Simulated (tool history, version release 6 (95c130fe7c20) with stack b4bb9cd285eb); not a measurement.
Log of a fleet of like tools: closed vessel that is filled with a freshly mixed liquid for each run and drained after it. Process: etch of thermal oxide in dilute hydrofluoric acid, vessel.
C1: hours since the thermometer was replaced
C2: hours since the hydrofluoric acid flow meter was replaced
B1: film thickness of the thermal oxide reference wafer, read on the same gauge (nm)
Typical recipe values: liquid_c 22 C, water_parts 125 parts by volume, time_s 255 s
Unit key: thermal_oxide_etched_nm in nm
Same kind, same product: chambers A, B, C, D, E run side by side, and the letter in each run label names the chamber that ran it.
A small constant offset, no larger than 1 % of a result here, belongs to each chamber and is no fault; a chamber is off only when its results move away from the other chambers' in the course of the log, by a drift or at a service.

{"run": "1D", "hour": 9.1, "liquid_c": 22, "water_parts": 125, "time_s": 255, "C1": 1095.6, "C2": 302.5, "B1": 109.99, "thermal_oxide_etched_nm": 8.9299}
{"run": "2B", "hour": 21.4, "liquid_c": 22, "water_parts": 125, "time_s": 255, "C1": 1177.4, "C2": 967.2, "B1": 109.98, "thermal_oxide_etched_nm": 8.7756}
{"run": "3A", "hour": 33.9, "liquid_c": 22, "water_parts": 125, "time_s": 255, "C1": 959.6, "C2": 251.4, "B1": 110.01, "thermal_oxide_etched_nm": 8.9343}
{"run": "4E", "hour": 40.3, "liquid_c": 22, "water_parts": 125, "time_s": 255, "C1": 1007.8, "C2": 925, "B1": 110, "thermal_oxide_etched_nm": 8.8133}
{"run": "5C", "hour": 50.7, "liquid_c": 22, "water_parts": 125, "time_s": 255, "C1": 988, "C2": 205.4, "B1": 110.01, "thermal_oxide_etched_nm": 8.8938}
{"run": "6A", "hour": 62.6, "liquid_c": 22, "water_parts": 125, "time_s": 255, "C1": 988.3, "C2": 280.1, "B1": 109.99, "thermal_oxide_etched_nm": 8.8466}
{"run": "7B", "hour": 72.9, "liquid_c": 22, "water_parts": 125, "time_s": 255, "C1": 1228.9, "C2": 1018.7, "B1": 110.01, "thermal_oxide_etched_nm": 8.8173}
{"run": "8D", "hour": 81.6, "liquid_c": 22, "water_parts": 125, "time_s": 255, "C1": 1168.1, "C2": 375, "B1": 110, "thermal_oxide_etched_nm": 8.7748}
{"hour": 86.0, "done": "chamber B: thermometer replaced"}
{"run": "9C", "hour": 93.4, "liquid_c": 22, "water_parts": 75, "time_s": 255, "C1": 1030.7, "C2": 248.1, "B1": 109.99, "thermal_oxide_etched_nm": 15.651}
{"run": "10E", "hour": 102.1, "liquid_c": 22, "water_parts": 75, "time_s": 255, "C1": 1069.6, "C2": 986.8, "B1": 109.99, "thermal_oxide_etched_nm": 15.405}
{"run": "11A", "hour": 114.3, "liquid_c": 22, "water_parts": 75, "time_s": 255, "C1": 1040, "C2": 331.8, "B1": 110, "thermal_oxide_etched_nm": 15.844}
{"run": "12C", "hour": 121.9, "liquid_c": 22, "water_parts": 75, "time_s": 255, "C1": 1059.2, "C2": 276.6, "B1": 110.01, "thermal_oxide_etched_nm": 15.664}
{"run": "13B", "hour": 134.2, "liquid_c": 22, "water_parts": 75, "time_s": 255, "C1": 48.3, "C2": 1080, "B1": 110, "thermal_oxide_etched_nm": 15.865}
{"run": "14E", "hour": 143.1, "liquid_c": 22, "water_parts": 125, "time_s": 140, "C1": 1110.6, "C2": 1027.8, "B1": 109.99, "thermal_oxide_etched_nm": 4.8086}
{"run": "15D", "hour": 156.2, "liquid_c": 22, "water_parts": 125, "time_s": 140, "C1": 1242.7, "C2": 449.6, "B1": 110.01, "thermal_oxide_etched_nm": 4.8339}
{"hour": 158.8, "done": "chamber B: hydrofluoric acid flow meter replaced"}
{"run": "16E", "hour": 167.6, "liquid_c": 22, "water_parts": 125, "time_s": 140, "C1": 1135.1, "C2": 1052.3, "B1": 110, "thermal_oxide_etched_nm": 4.8077}
{"run": "17C", "hour": 177.0, "liquid_c": 22, "water_parts": 125, "time_s": 140, "C1": 1114.3, "C2": 331.7, "B1": 109.99, "thermal_oxide_etched_nm": 4.912}
{"run": "18A", "hour": 189.3, "liquid_c": 22, "water_parts": 125, "time_s": 140, "C1": 1115, "C2": 406.8, "B1": 110, "thermal_oxide_etched_nm": 5.0736}
{"run": "19B", "hour": 197.0, "liquid_c": 22, "water_parts": 125, "time_s": 255, "C1": 111.1, "C2": 38.3, "B1": 109.99, "thermal_oxide_etched_nm": 8.9514}
{"run": "20D", "hour": 206.1, "liquid_c": 22, "water_parts": 125, "time_s": 255, "C1": 1292.6, "C2": 499.5, "B1": 109.99, "thermal_oxide_etched_nm": 8.8119}
{"run": "21A", "hour": 215.8, "liquid_c": 22, "water_parts": 125, "time_s": 255, "C1": 1141.5, "C2": 433.3, "B1": 109.99, "thermal_oxide_etched_nm": 9.3141}
{"run": "22D", "hour": 224.0, "liquid_c": 22, "water_parts": 125, "time_s": 255, "C1": 1310.5, "C2": 517.4, "B1": 110.02, "thermal_oxide_etched_nm": 8.8874}
{"hour": 226.8, "done": "chamber E: thermometer replaced"}
{"run": "23C", "hour": 232.5, "liquid_c": 22, "water_parts": 125, "time_s": 255, "C1": 1169.8, "C2": 387.2, "B1": 109.99, "thermal_oxide_etched_nm": 8.9285}
{"run": "24E", "hour": 240.0, "liquid_c": 22, "water_parts": 125, "time_s": 255, "C1": 13.2, "C2": 1124.7, "B1": 110.01, "thermal_oxide_etched_nm": 8.8616}
{"run": "25B", "hour": 246.3, "liquid_c": 22, "water_parts": 125, "time_s": 255, "C1": 160.4, "C2": 87.6, "B1": 110.01, "thermal_oxide_etched_nm": 8.8854}
{"run": "26A", "hour": 252.9, "liquid_c": 25.5, "water_parts": 125, "time_s": 340, "C1": 1178.6, "C2": 470.4, "B1": 110, "thermal_oxide_etched_nm": 14.356}
{"run": "27C", "hour": 265.1, "liquid_c": 25.5, "water_parts": 125, "time_s": 340, "C1": 1202.4, "C2": 419.8, "B1": 110.02, "thermal_oxide_etched_nm": 13.625}
{"run": "28E", "hour": 274.2, "liquid_c": 25.5, "water_parts": 125, "time_s": 340, "C1": 47.4, "C2": 1158.9, "B1": 109.99, "thermal_oxide_etched_nm": 13.569}
{"run": "29D", "hour": 281.4, "liquid_c": 25.5, "water_parts": 125, "time_s": 340, "C1": 1367.9, "C2": 574.8, "B1": 109.98, "thermal_oxide_etched_nm": 13.468}
{"run": "30B", "hour": 287.9, "liquid_c": 25.5, "water_parts": 125, "time_s": 340, "C1": 202, "C2": 129.2, "B1": 109.99, "thermal_oxide_etched_nm": 13.539}
{"run": "31E", "hour": 294.7, "liquid_c": 22, "water_parts": 125, "time_s": 255, "C1": 67.9, "C2": 1179.4, "B1": 110, "thermal_oxide_etched_nm": 8.8599}
{"hour": 298.3, "done": "chamber D: thermometer replaced"}
{"run": "32B", "hour": 303.8, "liquid_c": 22, "water_parts": 125, "time_s": 255, "C1": 217.9, "C2": 145.1, "B1": 109.99, "thermal_oxide_etched_nm": 8.9492}
{"run": "33A", "hour": 316.5, "liquid_c": 22, "water_parts": 125, "time_s": 255, "C1": 1242.2, "C2": 534, "B1": 110.01, "thermal_oxide_etched_nm": 9.622}
{"run": "34D", "hour": 329.1, "liquid_c": 22, "water_parts": 125, "time_s": 255, "C1": 30.9, "C2": 622.5, "B1": 110.02, "thermal_oxide_etched_nm": 8.9062}

Does one chamber stand apart from the rest, does the shared gauge drift, or is all well apart from small per-chamber offsets? Give the chamber and the most likely cause, where there is one.

It is chamber A that slowly wanders off from its peers.
Cause: hydrofluoric acid flow above the setpoint (%) = 7.28.
The log may not separate it from: liquid hotter than its thermometer reads (K).

Here are 4 candidates for chamber A's next run, each the usual settings with a change, their results left as question marks. Which one brings its results back in line with what the others give on the usual settings?
A result is in line if it is within this distance of the other chambers' mean on the usual settings: thermal_oxide_etched_nm 0.18 nm
{"run": "35A-1", "hour": 338.4, "liquid_c": 21, "water_parts": 125, "time_s": 255, "thermal_oxide_etched_nm": "?"}
{"run": "35A-2", "hour": 338.4, "liquid_c": 23, "water_parts": 125, "time_s": 255, "thermal_oxide_etched_nm": "?"}
{"run": "35A-3", "hour": 338.4, "liquid_c": 22, "water_parts": 130, "time_s": 245, "thermal_oxide_etched_nm": "?"}
{"run": "35A-4", "hour": 338.4, "liquid_c": 22, "water_parts": 120, "time_s": 265, "thermal_oxide_etched_nm": "?"}

On the usual settings, the other chambers give on average: thermal_oxide_etched_nm 8.8719 nm
run=35A-1 thermal_oxide_etched_nm=9.2805
run=35A-2 thermal_oxide_etched_nm=10.059
run=35A-3 thermal_oxide_etched_nm=8.8832
run=35A-4 thermal_oxide_etched_nm=10.515
Change 35A-3 lands the chamber within the allowed miss of the other chambers.
